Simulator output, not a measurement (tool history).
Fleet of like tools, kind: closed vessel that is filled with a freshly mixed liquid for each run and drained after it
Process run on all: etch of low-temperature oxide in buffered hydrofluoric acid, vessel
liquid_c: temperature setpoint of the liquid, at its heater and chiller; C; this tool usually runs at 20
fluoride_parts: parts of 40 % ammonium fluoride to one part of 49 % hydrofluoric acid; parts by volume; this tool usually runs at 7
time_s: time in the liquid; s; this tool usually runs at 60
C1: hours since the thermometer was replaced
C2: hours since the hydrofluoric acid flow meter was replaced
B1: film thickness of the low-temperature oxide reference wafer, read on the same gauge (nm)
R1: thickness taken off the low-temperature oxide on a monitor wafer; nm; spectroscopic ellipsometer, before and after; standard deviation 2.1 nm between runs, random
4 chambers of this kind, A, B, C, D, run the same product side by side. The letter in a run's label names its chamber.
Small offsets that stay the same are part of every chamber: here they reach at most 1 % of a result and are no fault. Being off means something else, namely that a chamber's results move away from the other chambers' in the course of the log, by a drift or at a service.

{"run": "1C", "hour": 6.6, "liquid_c": 20, "fluoride_parts": 7, "time_s": 60, "C1": 990.5, "C2": 798.3, "B1": 60.006, "R1": 392.3}
{"run": "2A", "hour": 13.4, "liquid_c": 20, "fluoride_parts": 7, "time_s": 60, "C1": 291.9, "C2": 995.4, "B1": 60.01, "R1": 387.31}
{"run": "3B", "hour": 19.1, "liquid_c": 20, "fluoride_parts": 7, "time_s": 60, "C1": 49, "C2": 585.6, "B1": 59.978, "R1": 388.87}
{"run": "4D", "hour": 25.8, "liquid_c": 20, "fluoride_parts": 7, "time_s": 60, "C1": 680.7, "C2": 999.6, "B1": 59.96, "R1": 393.61}
{"run": "5A", "hour": 29.5, "liquid_c": 20, "fluoride_parts": 7, "time_s": 60, "C1": 308, "C2": 1011.5, "B1": 60.022, "R1": 390.65}
{"run": "6C", "hour": 37.2, "liquid_c": 20, "fluoride_parts": 7, "time_s": 60, "C1": 1021.1, "C2": 828.9, "B1": 60.006, "R1": 394.67}
{"run": "7B", "hour": 42.8, "liquid_c": 23.5, "fluoride_parts": 5, "time_s": 60, "C1": 72.7, "C2": 609.3, "B1": 60.02, "R1": 620.9}
{"run": "8D", "hour": 49.5, "liquid_c": 23.5, "fluoride_parts": 5, "time_s": 60, "C1": 704.4, "C2": 1023.3, "B1": 60.004, "R1": 636.71}
{"run": "9C", "hour": 56.6, "liquid_c": 23.5, "fluoride_parts": 5, "time_s": 60, "C1": 1040.5, "C2": 848.3, "B1": 59.998, "R1": 644.13}
{"run": "10B", "hour": 64.6, "liquid_c": 23.5, "fluoride_parts": 5, "time_s": 60, "C1": 94.5, "C2": 631.1, "B1": 59.993, "R1": 629.91}
{"run": "11A", "hour": 70.0, "liquid_c": 20, "fluoride_parts": 7, "time_s": 60, "C1": 348.5, "C2": 1052, "B1": 59.986, "R1": 393.12}
{"run": "12D", "hour": 76.7, "liquid_c": 20, "fluoride_parts": 7, "time_s": 60, "C1": 731.6, "C2": 1050.5, "B1": 60.01, "R1": 396.62}
{"run": "13D", "hour": 83.2, "liquid_c": 20, "fluoride_parts": 7, "time_s": 60, "C1": 738.1, "C2": 1057, "B1": 59.993, "R1": 395.9}
{"run": "14B", "hour": 90.6, "liquid_c": 20, "fluoride_parts": 7, "time_s": 60, "C1": 120.5, "C2": 657.1, "B1": 60.003, "R1": 387.62}
{"run": "15A", "hour": 95.6, "liquid_c": 20, "fluoride_parts": 7, "time_s": 60, "C1": 374.1, "C2": 1077.6, "B1": 59.996, "R1": 392.51}
{"run": "16C", "hour": 100.2, "liquid_c": 20, "fluoride_parts": 7, "time_s": 60, "C1": 1084.1, "C2": 891.9, "B1": 59.987, "R1": 391.75}
{"run": "17D", "hour": 105.0, "liquid_c": 20, "fluoride_parts": 7, "time_s": 60, "C1": 759.9, "C2": 1078.8, "B1": 60, "R1": 402.3}
{"run": "18C", "hour": 112.4, "liquid_c": 20, "fluoride_parts": 7, "time_s": 60, "C1": 1096.3, "C2": 904.1, "B1": 60.007, "R1": 392.17}
{"run": "19B", "hour": 119.9, "liquid_c": 20, "fluoride_parts": 7, "time_s": 60, "C1": 149.8, "C2": 686.4, "B1": 60.009, "R1": 388.05}
{"run": "20A", "hour": 126.8, "liquid_c": 20, "fluoride_parts": 7, "time_s": 60, "C1": 405.3, "C2": 1108.8, "B1": 60.012, "R1": 393.11}
{"run": "21C", "hour": 130.8, "liquid_c": 18, "fluoride_parts": 7, "time_s": 40, "C1": 1114.7, "C2": 922.5, "B1": 60.018, "R1": 236.61}
{"run": "22D", "hour": 135.6, "liquid_c": 18, "fluoride_parts": 7, "time_s": 40, "C1": 790.5, "C2": 1109.4, "B1": 60.011, "R1": 240.32}
{"run": "23A", "hour": 140.8, "liquid_c": 18, "fluoride_parts": 7, "time_s": 40, "C1": 419.3, "C2": 1122.8, "B1": 59.99, "R1": 232.13}
{"run": "24B", "hour": 148.3, "liquid_c": 18, "fluoride_parts": 7, "time_s": 40, "C1": 178.2, "C2": 714.8, "B1": 60.011, "R1": 231.35}
{"run": "25B", "hour": 152.2, "liquid_c": 20, "fluoride_parts": 7, "time_s": 60, "C1": 182.1, "C2": 718.7, "B1": 60, "R1": 389.8}
{"run": "26C", "hour": 155.7, "liquid_c": 20, "fluoride_parts": 7, "time_s": 60, "C1": 1139.6, "C2": 947.4, "B1": 60.005, "R1": 396.84}
{"run": "27D", "hour": 159.8, "liquid_c": 20, "fluoride_parts": 7, "time_s": 60, "C1": 814.7, "C2": 1133.6, "B1": 59.975, "R1": 409.86}
{"run": "28A", "hour": 167.6, "liquid_c": 20, "fluoride_parts": 7, "time_s": 60, "C1": 446.1, "C2": 1149.6, "B1": 59.992, "R1": 391.02}
{"run": "29B", "hour": 175.1, "liquid_c": 20, "fluoride_parts": 7, "time_s": 60, "C1": 205, "C2": 741.6, "B1": 59.988, "R1": 386.74}
{"hour": 181.5, "done": "chamber D: hydrofluoric acid flow meter replaced"}
{"run": "30D", "hour": 181.6, "liquid_c": 20, "fluoride_parts": 7, "time_s": 60, "C1": 836.5, "C2": 0.1, "B1": 60.038, "R1": 413.9}
{"run": "31C", "hour": 185.9, "liquid_c": 20, "fluoride_parts": 7, "time_s": 60, "C1": 1169.8, "C2": 977.6, "B1": 59.96, "R1": 396.05}
{"run": "32A", "hour": 193.2, "liquid_c": 20, "fluoride_parts": 7, "time_s": 60, "C1": 471.7, "C2": 1175.2, "B1": 60.028, "R1": 391.41}
{"run": "33C", "hour": 197.8, "liquid_c": 20, "fluoride_parts": 7, "time_s": 60, "C1": 1181.7, "C2": 989.5, "B1": 59.999, "R1": 391.79}
{"run": "34B", "hour": 205.4, "liquid_c": 20, "fluoride_parts": 7, "time_s": 60, "C1": 235.3, "C2": 771.9, "B1": 59.979, "R1": 387.56}
{"run": "35A", "hour": 211.8, "liquid_c": 20, "fluoride_parts": 7, "time_s": 60, "C1": 490.3, "C2": 1193.8, "B1": 59.987, "R1": 389.08}
{"run": "36D", "hour": 219.7, "liquid_c": 20, "fluoride_parts": 7, "time_s": 60, "C1": 874.6, "C2": 38.2, "B1": 59.994, "R1": 417.71}
{"run": "37C", "hour": 223.6, "liquid_c": 20, "fluoride_parts": 7, "time_s": 70, "C1": 1207.5, "C2": 1015.3, "B1": 60.012, "R1": 455.58}
{"run": "38B", "hour": 228.7, "liquid_c": 20, "fluoride_parts": 7, "time_s": 70, "C1": 258.6, "C2": 795.2, "B1": 60.008, "R1": 453.8}
{"run": "39A", "hour": 234.4, "liquid_c": 20, "fluoride_parts": 7, "time_s": 70, "C1": 512.9, "C2": 1216.4, "B1": 59.978, "R1": 457.62}
{"run": "40D", "hour": 241.8, "liquid_c": 20, "fluoride_parts": 7, "time_s": 70, "C1": 896.7, "C2": 60.3, "B1": 60.009, "R1": 493.77}
{"run": "41D", "hour": 249.7, "liquid_c": 20, "fluoride_parts": 7, "time_s": 60, "C1": 904.6, "C2": 68.2, "B1": 60.028, "R1": 425.28}
{"run": "42C", "hour": 256.5, "liquid_c": 20, "fluoride_parts": 7, "time_s": 60, "C1": 1240.4, "C2": 1048.2, "B1": 59.994, "R1": 395.85}
{"run": "43B", "hour": 260.7, "liquid_c": 22, "fluoride_parts": 9, "time_s": 60, "C1": 290.6, "C2": 827.2, "B1": 60.006, "R1": 330.37}

Which is it: a chamber that has drifted or been left off by a service, a gauge drift common to all chambers, or only each chamber's usual small offset? If a chamber is off, name it and its likeliest cause.

Chamber D drifts away from the others.
Likeliest cause: liquid hotter than its thermometer reads (K) = 1.41.

Which of the 4 candidates below, each the usual settings with something changed and its results left as question marks, puts chamber D back in line with what the other chambers give on the usual settings?
In line here means within this much of the mean the other chambers give on the usual settings: R1 7.5 nm
{"run": "44D-1", "hour": 266.4, "liquid_c": 20.5, "fluoride_parts": 7, "time_s": 60, "R1": "?"}
{"run": "44D-2", "hour": 266.4, "liquid_c": 18.5, "fluoride_parts": 7, "time_s": 60, "R1": "?"}
{"run": "44D-3", "hour": 266.4, "liquid_c": 19.5, "fluoride_parts": 7, "time_s": 60, "R1": "?"}
{"run": "44D-4", "hour": 266.4, "liquid_c": 20, "fluoride_parts": 7, "time_s": 65, "R1": "?"}

What the other chambers average on the usual settings: R1 390.89 nm
run=44D-1 R1=436.61
run=44D-2 R1=391.33
run=44D-3 R1=413.31
run=44D-4 R1=460.35
The answer is 44D-2, which returns the chamber to within the allowed miss of the others.
